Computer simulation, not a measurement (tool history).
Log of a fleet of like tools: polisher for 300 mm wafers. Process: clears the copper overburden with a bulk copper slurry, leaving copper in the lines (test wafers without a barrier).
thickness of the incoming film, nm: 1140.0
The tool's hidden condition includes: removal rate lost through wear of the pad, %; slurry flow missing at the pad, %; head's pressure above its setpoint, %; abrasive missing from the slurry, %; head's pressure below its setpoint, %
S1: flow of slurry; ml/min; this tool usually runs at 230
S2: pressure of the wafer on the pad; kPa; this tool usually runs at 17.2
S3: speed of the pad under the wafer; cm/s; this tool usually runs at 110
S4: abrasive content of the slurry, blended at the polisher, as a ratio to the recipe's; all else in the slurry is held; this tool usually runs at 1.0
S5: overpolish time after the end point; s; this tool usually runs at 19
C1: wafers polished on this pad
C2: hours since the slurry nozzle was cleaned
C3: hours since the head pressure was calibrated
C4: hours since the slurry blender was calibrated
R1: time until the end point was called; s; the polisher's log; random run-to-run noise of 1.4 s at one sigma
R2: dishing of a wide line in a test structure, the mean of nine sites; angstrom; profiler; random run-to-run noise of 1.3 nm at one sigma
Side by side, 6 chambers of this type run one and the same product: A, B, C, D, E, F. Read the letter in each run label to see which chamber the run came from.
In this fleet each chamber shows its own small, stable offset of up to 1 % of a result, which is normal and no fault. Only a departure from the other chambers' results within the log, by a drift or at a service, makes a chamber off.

| run | hour | S1 | S2 | S3 | S4 | S5 | C1 | C2 | C3 | C4 | R1 | R2 |
|---|---|---|---|---|---|---|---|---|---|---|---|---|
|  | 1.3 | chamber D: worn pad replaced by a new one |
|  | 1.8 | chamber B: worn pad replaced by a new one |
| 1B | 9.9 | 230 | 17.2 | 110 | 1.0 | 19 | 78 | 495.7 | 357.1 | 368.3 | 134.70 | 822.80 |
| 2F | 22.3 | 230 | 17.2 | 110 | 1.0 | 19 | 1054 | 586.5 | 1119.4 | 197.5 | 131.55 | 784.43 |
|  | 27.5 | chamber C: worn pad replaced by a new one |
| 3C | 28.8 | 230 | 17.2 | 110 | 1.0 | 19 | 12 | 105.1 | 1309.3 | 94.6 | 136.45 | 780.66 |
|  | 33.6 | chamber A: slurry blender recalibrated |
|  | 33.7 | chamber F: worn pad replaced by a new one |
| 4A | 37.2 | 230 | 17.2 | 110 | 1.0 | 19 | 1113 | 211.3 | 549.4 | 3.6 | 136.72 | 791.83 |
| 5E | 47.7 | 230 | 17.2 | 110 | 1.0 | 19 | 1299 | 125.2 | 128.4 | 65.3 | 137.89 | 788.73 |
|  | 52.7 | chamber C: slurry blender recalibrated |
|  | 53.0 | chamber C: head pressure recalibrated |
|  | 55.0 | chamber A: worn pad replaced by a new one |
| 6D | 57.5 | 230 | 17.2 | 110 | 1.0 | 19 | 542 | 127.7 | 405.2 | 98.6 | 139.87 | 786.57 |
| 7D | 64.7 | 230 | 17.2 | 110 | 1.0 | 19 | 611 | 134.9 | 412.4 | 105.8 | 135.95 | 782.71 |
| 8C | 78.8 | 230 | 17.2 | 110 | 1.0 | 19 | 494 | 155.1 | 25.8 | 26.2 | 137.13 | 798.47 |
|  | 80.2 | chamber B: worn pad replaced by a new one |
|  | 83.4 | chamber B: slurry nozzle cleaned |
| 9F | 93.1 | 230 | 17.2 | 110 | 1.0 | 19 | 572 | 657.3 | 1190.2 | 268.3 | 134.55 | 801.98 |
| 10A | 101.4 | 230 | 17.2 | 110 | 1.0 | 19 | 447 | 275.5 | 613.6 | 67.8 | 137.88 | 791.89 |
|  | 102.0 | chamber B: head pressure recalibrated |
|  | 106.7 | chamber E: slurry nozzle cleaned |
| 11B | 110.0 | 230 | 17.2 | 110 | 1.0 | 19 | 287 | 26.7 | 8.1 | 468.4 | 136.13 | 808.46 |
|  | 110.9 | chamber D: worn pad replaced by a new one |
| 12E | 121.3 | 230 | 17.2 | 110 | 1.0 | 19 | 2008 | 14.6 | 202.0 | 138.9 | 137.33 | 770.88 |
|  | 126.5 | chamber F: slurry nozzle cleaned |
| 13B | 130.6 | 230 | 17.2 | 110 | 1.0 | 19 | 485 | 47.3 | 28.7 | 489.0 | 138.34 | 789.92 |
|  | 142.0 | chamber C: worn pad replaced by a new one |
| 14D | 142.8 | 230 | 17.2 | 110 | 1.0 | 19 | 307 | 213.0 | 490.5 | 183.9 | 135.95 | 787.58 |
| 15A | 152.2 | 230 | 17.2 | 110 | 1.0 | 19 | 937 | 326.3 | 664.4 | 118.6 | 137.75 | 776.31 |
|  | 152.5 | chamber B: worn pad replaced by a new one |
|  | 153.7 | chamber D: slurry blender recalibrated |
|  | 157.3 | chamber F: worn pad replaced by a new one |
| 16F | 163.7 | 230 | 17.2 | 110 | 1.0 | 19 | 62 | 37.2 | 1260.8 | 338.9 | 135.23 | 776.70 |
|  | 167.1 | chamber C: slurry blender recalibrated |
|  | 170.2 | chamber F: slurry blender recalibrated |
| 17E | 175.0 | 230 | 17.2 | 110 | 1.0 | 19 | 2525 | 68.3 | 255.7 | 192.6 | 138.00 | 772.07 |
|  | 179.7 | chamber F: head pressure recalibrated |
|  | 183.6 | chamber B: slurry blender recalibrated |
| 18C | 189.0 | 230 | 17.2 | 110 | 1.2 | 19 | 453 | 265.3 | 136.0 | 22.0 | 130.53 | 812.29 |
| 19B | 202.6 | 230 | 17.2 | 110 | 1.2 | 19 | 482 | 119.3 | 100.7 | 19.1 | 128.34 | 814.21 |
| 20D | 210.0 | 230 | 17.2 | 110 | 1.2 | 19 | 955 | 280.2 | 557.7 | 56.4 | 131.23 | 792.24 |
|  | 219.0 | chamber A: worn pad replaced by a new one |
| 21C | 224.5 | 230 | 17.2 | 110 | 1.2 | 19 | 795 | 300.8 | 171.5 | 57.5 | 130.10 | 797.42 |
| 22E | 238.5 | 230 | 17.2 | 110 | 1.2 | 19 | 3137 | 131.8 | 319.2 | 256.1 | 133.86 | 769.69 |
|  | 239.6 | chamber D: worn pad replaced by a new one |
|  | 242.4 | chamber B: worn pad replaced by a new one |
| 23F | 249.9 | 230 | 17.2 | 110 | 1.2 | 19 | 892 | 123.4 | 70.3 | 79.7 | 132.48 | 798.45 |
| 24A | 257.1 | 230 | 17.2 | 110 | 1.0 | 19 | 367 | 431.2 | 769.3 | 223.5 | 137.22 | 829.68 |
| 25B | 265.7 | 230 | 17.2 | 110 | 1.0 | 19 | 225 | 182.4 | 163.8 | 82.2 | 135.87 | 784.01 |
|  | 272.8 | chamber C: worn pad replaced by a new one |
| 26F | 275.6 | 230 | 17.2 | 110 | 1.0 | 19 | 1140 | 149.1 | 96.0 | 105.4 | 136.83 | 788.01 |
|  | 284.9 | chamber C: slurry blender recalibrated |
| 27C | 288.4 | 230 | 17.2 | 110 | 1.0 | 19 | 151 | 364.7 | 235.4 | 3.5 | 136.19 | 779.15 |
|  | 301.1 | chamber F: worn pad replaced by a new one |
| 28A | 302.6 | 230 | 17.2 | 110 | 1.0 | 19 | 806 | 476.7 | 814.8 | 269.0 | 139.83 | 802.76 |
|  | 314.5 | chamber D: slurry nozzle cleaned |
| 29D | 316.9 | 230 | 17.2 | 110 | 1.0 | 19 | 745 | 2.4 | 664.6 | 163.3 | 137.05 | 782.87 |
|  | 317.0 | chamber E: slurry blender recalibrated |
|  | 322.5 | chamber E: slurry nozzle cleaned |
| 30E | 324.3 | 170 | 17.2 | 124 | 1.0 | 19 | 3964 | 1.8 | 405.0 | 7.4 | 134.39 | 793.11 |
|  | 325.2 | chamber B: worn pad replaced by a new one |
| 31C | 336.2 | 170 | 17.2 | 124 | 1.0 | 19 | 611 | 412.5 | 283.2 | 51.3 | 127.60 | 820.64 |
|  | 340.8 | chamber D: slurry blender recalibrated |
| 32F | 349.2 | 170 | 17.2 | 124 | 1.0 | 19 | 464 | 222.7 | 169.6 | 179.0 | 124.01 | 836.46 |
|  | 353.6 | chamber D: worn pad replaced by a new one |
| 33D | 360.7 | 170 | 17.2 | 124 | 1.0 | 19 | 68 | 46.2 | 708.4 | 19.9 | 126.12 | 806.76 |
|  | 364.4 | chamber A: worn pad replaced by a new one |
| 34E | 367.8 | 170 | 17.2 | 124 | 1.0 | 19 | 4383 | 45.3 | 448.5 | 50.9 | 134.81 | 783.71 |
| 35A | 382.2 | 170 | 17.2 | 124 | 1.0 | 19 | 172 | 556.3 | 894.4 | 348.6 | 126.15 | 833.91 |
| 36B | 389.0 | 260 | 17.2 | 110 | 1.0 | 29 | 615 | 305.7 | 287.1 | 205.5 | 133.84 | 973.81 |
|  | 396.0 | chamber B: worn pad replaced by a new one |
| 37B | 402.3 | 260 | 17.2 | 110 | 1.0 | 29 | 60 | 319.0 | 300.4 | 218.8 | 135.42 | 975.44 |

Is one chamber off against the others, does the gauge drift, or is nothing wrong? If a chamber is off, say which, and what the likeliest cause is.

One chamber, E, drifts off from the rest bit by bit.
What lies behind it: removal rate lost through wear of the pad, % = 6.11.
It could be hard to tell apart here from: head's pressure below its setpoint, %.

Here are 4 candidates for chamber E's next run, each the usual settings with a change, their results left as question marks. Which one brings its results back in line with what the others give on the usual settings?
A result is in line if it is within this distance of the other chambers' mean on the usual settings: R1 4.80 s; R2 45.00 angstrom
| 38E-1 | 412.8 | 230 | 15.9 | 104 | 1.0 | 19 |  |  |  |  | ? | ? |
| 38E-2 | 412.8 | 230 | 18.6 | 116 | 1.0 | 19 |  |  |  |  | ? | ? |
| 38E-3 | 412.8 | 230 | 17.9 | 114 | 1.0 | 19 |  |  |  |  | ? | ? |
| 38E-4 | 412.8 | 230 | 16.5 | 106 | 1.0 | 19 |  |  |  |  | ? | ? |

On the usual settings, the other chambers give on average: R1 136.49 s; R2 791.94 angstrom
| run | R1 | R2 |
|---|---|---|
| 38E-1 | 166.91 | 691.53 |
| 38E-2 | 127.99 | 829.79 |
| 38E-3 | 135.14 | 799.81 |
| 38E-4 | 157.09 | 722.53 |
The answer is 38E-3, which returns the chamber to within the allowed miss of the others.

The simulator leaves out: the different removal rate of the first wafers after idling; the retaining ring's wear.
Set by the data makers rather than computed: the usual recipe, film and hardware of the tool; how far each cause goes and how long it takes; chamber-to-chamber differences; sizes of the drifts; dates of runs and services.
